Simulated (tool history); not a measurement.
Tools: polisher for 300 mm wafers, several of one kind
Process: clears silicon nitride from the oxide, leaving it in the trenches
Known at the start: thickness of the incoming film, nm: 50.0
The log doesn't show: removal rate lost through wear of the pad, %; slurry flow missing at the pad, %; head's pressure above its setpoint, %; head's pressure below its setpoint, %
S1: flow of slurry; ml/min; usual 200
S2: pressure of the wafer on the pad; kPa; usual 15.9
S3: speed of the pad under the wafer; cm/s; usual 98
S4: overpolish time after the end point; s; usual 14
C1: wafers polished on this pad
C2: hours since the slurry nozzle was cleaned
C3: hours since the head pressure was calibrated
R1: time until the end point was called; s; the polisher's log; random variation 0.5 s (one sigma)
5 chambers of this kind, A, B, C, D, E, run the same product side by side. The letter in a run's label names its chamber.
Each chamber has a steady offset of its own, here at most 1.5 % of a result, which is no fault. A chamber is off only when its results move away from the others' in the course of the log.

| run | hour | S1 | S2 | S3 | S4 | C1 | C2 | C3 | R1 |
|---|---|---|---|---|---|---|---|---|---|
|  | 1.6 | chamber B: worn pad replaced by a new one |
| 1E | 9.6 | 200 | 15.9 | 98 | 14 | 348 | 449.9 | 368.2 | 57.349 |
| 2C | 16.6 | 200 | 15.9 | 98 | 14 | 532 | 712.1 | 322.4 | 57.401 |
|  | 22.7 | chamber B: slurry nozzle cleaned |
| 3B | 24.7 | 200 | 15.9 | 98 | 14 | 227 | 2.1 | 124.6 | 56.860 |
|  | 25.8 | chamber D: worn pad replaced by a new one |
| 4D | 32.5 | 200 | 15.9 | 98 | 14 | 66 | 197.7 | 139.4 | 56.576 |
|  | 37.6 | chamber E: worn pad replaced by a new one |
|  | 41.1 | chamber A: slurry nozzle cleaned |
| 5A | 44.5 | 200 | 15.9 | 98 | 14 | 955 | 3.4 | 381.8 | 56.719 |
|  | 50.5 | chamber A: worn pad replaced by a new one |
| 6C | 56.6 | 200 | 14.5 | 98 | 14 | 925 | 752.1 | 362.4 | 63.400 |
| 7E | 68.9 | 200 | 14.5 | 98 | 14 | 308 | 509.2 | 427.5 | 63.720 |
| 8B | 78.7 | 200 | 14.5 | 98 | 14 | 759 | 56.1 | 178.6 | 62.831 |
|  | 86.8 | chamber C: worn pad replaced by a new one |
|  | 86.9 | chamber B: worn pad replaced by a new one |
| 9D | 89.7 | 200 | 14.5 | 98 | 14 | 628 | 254.9 | 196.6 | 61.710 |
|  | 99.5 | chamber E: worn pad replaced by a new one |
| 10A | 102.0 | 200 | 14.5 | 98 | 14 | 507 | 60.9 | 439.3 | 61.628 |
|  | 109.4 | chamber D: worn pad replaced by a new one |
| 11D | 112.3 | 200 | 15.9 | 98 | 14 | 28 | 277.5 | 219.2 | 56.073 |
| 12A | 118.7 | 200 | 15.9 | 98 | 14 | 672 | 77.6 | 456.0 | 57.533 |
|  | 126.6 | chamber C: slurry nozzle cleaned |
| 13C | 128.0 | 200 | 15.9 | 98 | 14 | 406 | 1.4 | 433.8 | 56.006 |
| 14B | 136.2 | 200 | 15.9 | 98 | 14 | 485 | 113.6 | 236.1 | 56.484 |
|  | 138.1 | chamber A: worn pad replaced by a new one |
| 15E | 144.3 | 200 | 15.9 | 98 | 14 | 441 | 584.6 | 502.9 | 60.178 |
| 16A | 151.1 | 200 | 20.0 | 98 | 20 | 128 | 110.0 | 488.4 | 44.868 |
| 17C | 159.2 | 200 | 20.0 | 98 | 20 | 713 | 32.6 | 465.0 | 45.386 |
|  | 164.6 | chamber E: worn pad replaced by a new one |
| 18D | 170.1 | 200 | 20.0 | 98 | 20 | 597 | 335.3 | 277.0 | 44.882 |
| 19E | 181.4 | 200 | 20.0 | 98 | 20 | 165 | 621.7 | 540.0 | 48.591 |
|  | 183.6 | chamber B: worn pad replaced by a new one |
| 20B | 189.4 | 200 | 20.0 | 98 | 20 | 57 | 166.8 | 289.3 | 45.592 |
|  | 190.0 | chamber D: worn pad replaced by a new one |
| 21D | 197.4 | 200 | 15.9 | 98 | 14 | 72 | 362.6 | 304.3 | 56.431 |
|  | 202.0 | chamber D: slurry nozzle cleaned |
| 22E | 204.3 | 200 | 15.9 | 98 | 14 | 391 | 644.6 | 562.9 | 62.918 |
|  | 204.5 | chamber C: worn pad replaced by a new one |
|  | 206.6 | chamber C: head pressure recalibrated |
| 23A | 214.8 | 200 | 15.9 | 98 | 14 | 755 | 173.7 | 552.1 | 55.971 |
|  | 220.1 | chamber E: worn pad replaced by a new one |
| 24B | 221.0 | 200 | 15.9 | 98 | 14 | 368 | 198.4 | 320.9 | 57.435 |
| 25C | 231.3 | 200 | 15.9 | 98 | 14 | 264 | 104.7 | 24.8 | 56.458 |
|  | 238.0 | chamber A: worn pad replaced by a new one |
| 26B | 240.7 | 200 | 15.9 | 98 | 14 | 562 | 218.1 | 340.6 | 57.930 |
| 27A | 253.1 | 200 | 15.9 | 80 | 7 | 149 | 212.0 | 590.4 | 70.237 |
| 28C | 261.5 | 200 | 15.9 | 80 | 7 | 561 | 134.9 | 55.0 | 69.127 |
|  | 269.9 | chamber D: worn pad replaced by a new one |
| 29D | 271.6 | 200 | 15.9 | 80 | 7 | 16 | 69.6 | 378.5 | 69.650 |
| 30E | 281.0 | 200 | 15.9 | 80 | 7 | 599 | 721.3 | 639.6 | 78.284 |

Is one chamber off against the others, does the gauge drift, or is nothing wrong? If a chamber is off, say which, and what the likeliest cause is.

Chamber E drifts away from the others.
Cause: head's pressure below its setpoint, % = 11.4.

Here are 4 candidates for chamber E's next run, each the usual settings with a change, their results left as question marks. Which one brings its results back in line with what the others give on the usual settings?
In line means no further than this from the other chambers' mean on the usual settings: R1 1.800 s
| 31E-1 | 289.8 | 210 | 20.7 | 98 | 14 |  |  |  | ? |
| 31E-2 | 289.8 | 200 | 13.8 | 86 | 14 |  |  |  | ? |
| 31E-3 | 289.8 | 200 | 15.9 | 112 | 14 |  |  |  | ? |
| 31E-4 | 289.8 | 195 | 15.9 | 86 | 14 |  |  |  | ? |

The other chambers' mean on the usual settings: R1 56.628 s
| run | R1 |
|---|---|
| 31E-1 | 49.317 |
| 31E-2 | 84.939 |
| 31E-3 | 56.863 |
| 31E-4 | 74.010 |
31E-3 brings the chamber back in line.

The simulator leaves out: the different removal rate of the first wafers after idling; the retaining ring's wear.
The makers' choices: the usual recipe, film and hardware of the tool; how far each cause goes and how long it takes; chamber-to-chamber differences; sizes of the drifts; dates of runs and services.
